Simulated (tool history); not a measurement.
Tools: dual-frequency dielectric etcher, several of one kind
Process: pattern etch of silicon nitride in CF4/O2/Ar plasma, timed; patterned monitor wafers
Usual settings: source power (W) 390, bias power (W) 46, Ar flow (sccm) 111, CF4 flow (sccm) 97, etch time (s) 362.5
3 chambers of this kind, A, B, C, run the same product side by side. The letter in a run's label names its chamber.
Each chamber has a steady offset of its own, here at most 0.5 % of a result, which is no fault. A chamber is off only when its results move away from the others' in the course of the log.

| run | hour | source power (W) | bias power (W) | Ar flow (sccm) | CF4 flow (sccm) | etch time (s) | read-back reference wafer on the same gauge, depth_nm | mean etch depth across the wafer (nm) |
|---|---|---|---|---|---|---|---|---|
| 1B | 9.0 | 390 | 46 | 111 | 97 | 362.5 | 592.04 | 531.01 |
| 2C | 18.3 | 390 | 46 | 111 | 97 | 362.5 | 592.26 | 529.43 |
| 3A | 26.0 | 390 | 46 | 111 | 97 | 362.5 | 592.30 | 526.82 |
| 4C | 34.6 | 390 | 46 | 111 | 97 | 362.5 | 592.49 | 529.87 |
| 5A | 42.5 | 390 | 46 | 111 | 97 | 362.5 | 592.69 | 527.01 |
| 6B | 49.9 | 390 | 46 | 111 | 97 | 362.5 | 592.67 | 531.45 |
| 7A | 55.7 | 390 | 46 | 111 | 97 | 362.5 | 592.70 | 527.65 |
| 8C | 64.9 | 390 | 46 | 111 | 97 | 362.5 | 593.04 | 529.86 |
| 9B | 70.6 | 390 | 46 | 111 | 97 | 362.5 | 592.90 | 530.50 |
| 10A | 74.7 | 390 | 46 | 111 | 97 | 362.5 | 593.18 | 529.02 |
| 11C | 80.3 | 390 | 46 | 111 | 97 | 362.5 | 593.21 | 531.17 |
| 12B | 88.4 | 390 | 46 | 111 | 97 | 362.5 | 593.23 | 532.12 |
| 13B | 96.7 | 390 | 46 | 111 | 97 | 362.5 | 593.43 | 531.26 |
| 14A | 102.8 | 390 | 46 | 111 | 97 | 362.5 | 593.62 | 528.27 |
| 15C | 110.7 | 390 | 46 | 111 | 97 | 362.5 | 593.76 | 531.29 |
| 16C | 117.2 | 450 | 46 | 111 | 107 | 362.5 | 593.51 | 610.38 |
| 17B | 126.3 | 450 | 46 | 111 | 107 | 362.5 | 593.79 | 607.95 |
| 18A | 132.7 | 450 | 46 | 111 | 107 | 362.5 | 593.87 | 606.94 |
| 19A | 138.6 | 390 | 39 | 111 | 97 | 362.5 | 594.10 | 495.92 |
| 20B | 143.1 | 390 | 39 | 111 | 97 | 362.5 | 594.16 | 500.76 |
|  | 144.8 | chamber A: source power generator calibrated |
| 21C | 147.9 | 390 | 39 | 111 | 97 | 362.5 | 594.17 | 499.87 |
| 22A | 153.7 | 390 | 46 | 111 | 97 | 362.5 | 594.28 | 530.32 |
|  | 156.2 | chamber C: wet clean of the chamber |
| 23B | 159.2 | 390 | 46 | 111 | 97 | 362.5 | 594.35 | 531.20 |
| 24C | 166.1 | 390 | 46 | 111 | 97 | 362.5 | 594.38 | 531.90 |
| 25C | 170.9 | 390 | 46 | 111 | 97 | 362.5 | 594.57 | 530.85 |
| 26A | 175.9 | 390 | 46 | 111 | 97 | 362.5 | 594.56 | 529.35 |
| 27B | 185.0 | 390 | 46 | 111 | 97 | 362.5 | 594.68 | 532.75 |

What goes on in this fleet: one chamber off, a drifting gauge, or nothing beyond the chambers' own small offsets? Name the chamber and the cause, if any.

The gauge drifts, so all chambers seem to drift together. No chamber is off.
Cause: gauge reads high (%) = 0.479.
